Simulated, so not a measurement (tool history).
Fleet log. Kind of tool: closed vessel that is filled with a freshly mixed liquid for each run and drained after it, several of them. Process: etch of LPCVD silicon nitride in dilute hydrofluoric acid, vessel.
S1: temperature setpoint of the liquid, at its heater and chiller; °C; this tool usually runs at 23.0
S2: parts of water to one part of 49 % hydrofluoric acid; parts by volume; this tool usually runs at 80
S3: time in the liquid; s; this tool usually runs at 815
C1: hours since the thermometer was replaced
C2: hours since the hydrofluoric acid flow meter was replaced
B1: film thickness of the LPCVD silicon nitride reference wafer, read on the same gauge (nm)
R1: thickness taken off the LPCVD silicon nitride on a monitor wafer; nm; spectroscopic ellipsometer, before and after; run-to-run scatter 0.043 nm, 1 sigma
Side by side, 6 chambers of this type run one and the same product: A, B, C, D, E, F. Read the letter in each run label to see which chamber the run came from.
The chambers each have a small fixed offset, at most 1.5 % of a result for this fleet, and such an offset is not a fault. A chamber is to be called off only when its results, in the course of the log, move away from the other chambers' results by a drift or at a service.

run   hour    S1  S2    S3      C1      C2       B1      R1
 1C    6.2  23.0  80   815   121.8   261.9   99.960  4.8216
 2A   14.5  23.0  80   815   670.7   556.4  100.010  4.7904
 3F   23.6  23.0  80   815   411.5   726.3   99.978  4.7621
 4E   33.0  23.0  80   815   309.8  1376.7   99.980  4.8345
 5B   46.2  23.0  80   815   735.5   365.5   99.987  4.7716
      56.3  -- chamber E: hydrofluoric acid flow meter replaced
 6D   58.5  23.0  80   815   126.7   504.0   99.991  4.8483
 7D   69.6  23.0  80   815   137.8   515.1  100.010  4.8570
 8C   83.4  23.0  80   815   199.0   339.1  100.010  4.9088
 9E   96.7  23.0  80   815   373.5    40.4  100.020  4.7711
10B  107.2  23.0  80   815   796.5   426.5  100.060  4.8458
11A  120.6  23.0  80   815   776.8   662.5   99.970  4.7606
12F  133.7  23.0  80   815   521.6   836.4   99.934  4.6967
13B  140.0  23.0  80   815   829.3   459.3  100.010  4.7970
14D  150.7  23.0  80   815   218.9   596.2   99.996  4.8203
15C  157.5  23.0  80   815   273.1   413.2   99.987  4.8324
16E  167.3  23.0  80   815   444.1   111.0  100.020  4.8344
     172.9  -- chamber A: hydrofluoric acid flow meter replaced
17A  180.6  23.0  80   815   836.8     7.8   99.990  4.8467
18F  192.5  23.0  80   815   580.4   895.2   99.965  4.6665
19B  206.0  23.0  80   815   895.3   525.3   99.998  4.7849
20F  214.7  23.0  80   815   602.6   917.4   99.997  4.6108
21D  222.6  23.0  80   815   290.8   668.1  100.020  4.8378
22A  234.1  23.0  80   815   890.3    61.3   99.947  4.7597
23E  241.8  23.0  80   815   518.6   185.5   99.994  4.8249
24C  250.0  19.5  80  1250   365.6   505.7   99.977  5.8981
25B  260.3  19.5  80  1250   949.6   579.6  100.000  5.8191
     273.9  -- chamber E: thermometer replaced
26E  273.9  19.5  80  1250     0.1   217.6   99.978  5.7638
27D  286.7  19.5  80  1250   354.9   732.2   99.976  5.7296
28A  299.1  19.5  80  1250   955.3   126.3   99.987  5.8496
29C  307.8  19.5  80  1250   423.4   563.5  100.020  5.7554
30F  320.1  23.0  80   815   708.0  1022.8   99.995  4.5324
31D  331.9  23.0  60   815   400.1   777.4   99.981  6.4371
32B  343.7  23.0  60   815  1033.0   663.0   99.992  6.3021
33F  353.9  23.0  60   815   741.8  1056.6  100.010  5.8832
34A  360.1  23.0  60   815  1016.3   187.3  100.010  6.4664
35E  371.6  23.0  60   815    97.8   315.3   99.934  6.4430
36C  385.5  23.0  60   815   501.1   641.2  100.030  6.4041
37C  391.6  23.0  80   815   507.2   647.3   99.982  4.8520

Is one chamber off against the others, does the gauge drift, or is nothing wrong? If a chamber is off, say which, and what the likeliest cause is.

It is chamber F that slowly wanders off from its peers.
What lies behind it: hydrofluoric acid flow below the setpoint (%) = 6.38.
The log may not tell that from: liquid colder than its thermometer reads (K).

Which of the 4 candidates below, each the usual settings with something changed and its results left as question marks, puts chamber F back in line with what the other chambers give on the usual settings?
In-line tolerance around the mean of the other chambers on the usual settings: R1 0.1500 nm
38F-1  401.6  23.5  80  895               ?
38F-2  401.6  23.0  80  755               ?
38F-3  401.6  23.0  80  875               ?
38F-4  401.6  22.5  80  735               ?

The other chambers' mean on the usual settings: R1 4.8098 nm
  run      R1
38F-1  5.0935
38F-2  4.1530
38F-3  4.8130
38F-4  3.9072
The right change is 38F-3: it brings the chamber back within the allowed miss of the others.
